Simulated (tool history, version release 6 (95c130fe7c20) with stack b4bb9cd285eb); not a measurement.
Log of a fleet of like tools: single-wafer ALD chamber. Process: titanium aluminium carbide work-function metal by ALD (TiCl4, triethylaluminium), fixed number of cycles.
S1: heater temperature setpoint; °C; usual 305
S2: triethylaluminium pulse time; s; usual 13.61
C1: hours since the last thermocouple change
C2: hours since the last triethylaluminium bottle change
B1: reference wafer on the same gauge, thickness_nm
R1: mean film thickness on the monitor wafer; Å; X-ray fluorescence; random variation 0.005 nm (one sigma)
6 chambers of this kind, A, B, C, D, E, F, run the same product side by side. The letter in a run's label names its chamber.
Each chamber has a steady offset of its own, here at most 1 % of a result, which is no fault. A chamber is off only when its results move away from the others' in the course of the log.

run,day,S1,S2,C1,C2,B1,R1
1A,0.283,305,13.61,163.8,169.6,1.8401,20.713
2E,0.621,305,13.61,998.1,1024.1,1.8396,20.959
3C,0.842,305,13.61,729.0,975.6,1.8394,20.803
4F,1.175,305,13.61,29.4,328.1,1.8394,20.908
5D,1.496,305,13.61,1929.4,229.3,1.8390,20.860
6B,1.804,305,13.61,58.8,419.7,1.8417,21.011
7E,2.104,305,10.31,1033.7,1059.7,1.8406,20.638
8C,2.425,305,10.31,767.0,1013.6,1.8401,20.311
9D,2.600,305,10.31,1955.9,255.8,1.8394,20.458
10F,2.812,305,10.31,68.7,367.4,1.8399,20.400
11B,3.112,305,10.31,90.2,451.1,1.8414,20.490
12A,3.308,305,10.31,236.4,242.2,1.8390,20.385
13E,3.654,305,13.61,1070.9,1096.9,1.8403,21.035
14D,3.821,305,13.61,1985.2,285.1,1.8397,20.930
15B,3.975,305,13.61,110.9,471.8,1.8393,20.917
16A,4.142,305,13.61,256.4,262.2,1.8398,20.823
17F,4.454,298,16.69,108.1,406.8,1.8404,20.361
18C,4.612,298,16.69,819.5,1066.1,1.8393,20.293
19F,4.808,298,16.69,116.6,415.3,1.8397,20.247
20A,5.008,298,16.69,277.2,283.0,1.8413,20.204
21C,5.333,298,16.69,836.8,1083.4,1.8392,20.253
22D,5.496,298,16.69,2025.4,325.3,1.8394,20.469
23B,5.658,305,13.61,151.3,512.2,1.8403,20.903
24E,5.938,305,13.61,1125.7,1151.7,1.8398,21.043
25E,6.088,305,13.61,1129.3,1155.3,1.8406,21.026
26B,6.246,305,13.61,165.4,526.3,1.8397,20.960
27A,6.425,305,13.61,311.2,317.0,1.8400,20.654
28D,6.688,298,8.73,2054.0,353.9,1.8391,19.497
29C,7.000,298,8.73,876.8,1123.4,1.8405,19.288
30F,7.304,298,8.73,176.5,475.2,1.8393,19.326
31E,7.454,298,8.73,1162.1,1188.1,1.8391,19.537
32F,7.629,298,8.73,184.3,483.0,1.8405,19.253
33B,7.954,298,8.73,206.4,567.3,1.8404,19.465
34D,8.238,305,13.61,2091.2,391.1,1.8409,20.903
35A,8.454,305,13.61,359.9,365.7,1.8399,20.548
36C,8.658,291,8.68,916.6,1163.2,1.8403,18.584
37C,8.888,291,8.68,922.1,1168.7,1.8392,18.627
38D,9.171,291,8.68,2113.6,413.5,1.8394,18.723
39E,9.492,291,8.68,1211.0,1237.0,1.8397,18.901

All 6 chambers run these settings next. Forecast each chamber's results:
40A,9.742,305,13.61,,,,?
40B,9.742,305,13.61,,,,?
40C,9.742,305,13.61,,,,?
40D,9.742,305,13.61,,,,?
40E,9.742,305,13.61,,,,?
40F,9.742,305,13.61,,,,?

run,R1
40A,20.432
40B,20.832
40C,20.810
40D,20.909
40E,21.050
40F,20.787

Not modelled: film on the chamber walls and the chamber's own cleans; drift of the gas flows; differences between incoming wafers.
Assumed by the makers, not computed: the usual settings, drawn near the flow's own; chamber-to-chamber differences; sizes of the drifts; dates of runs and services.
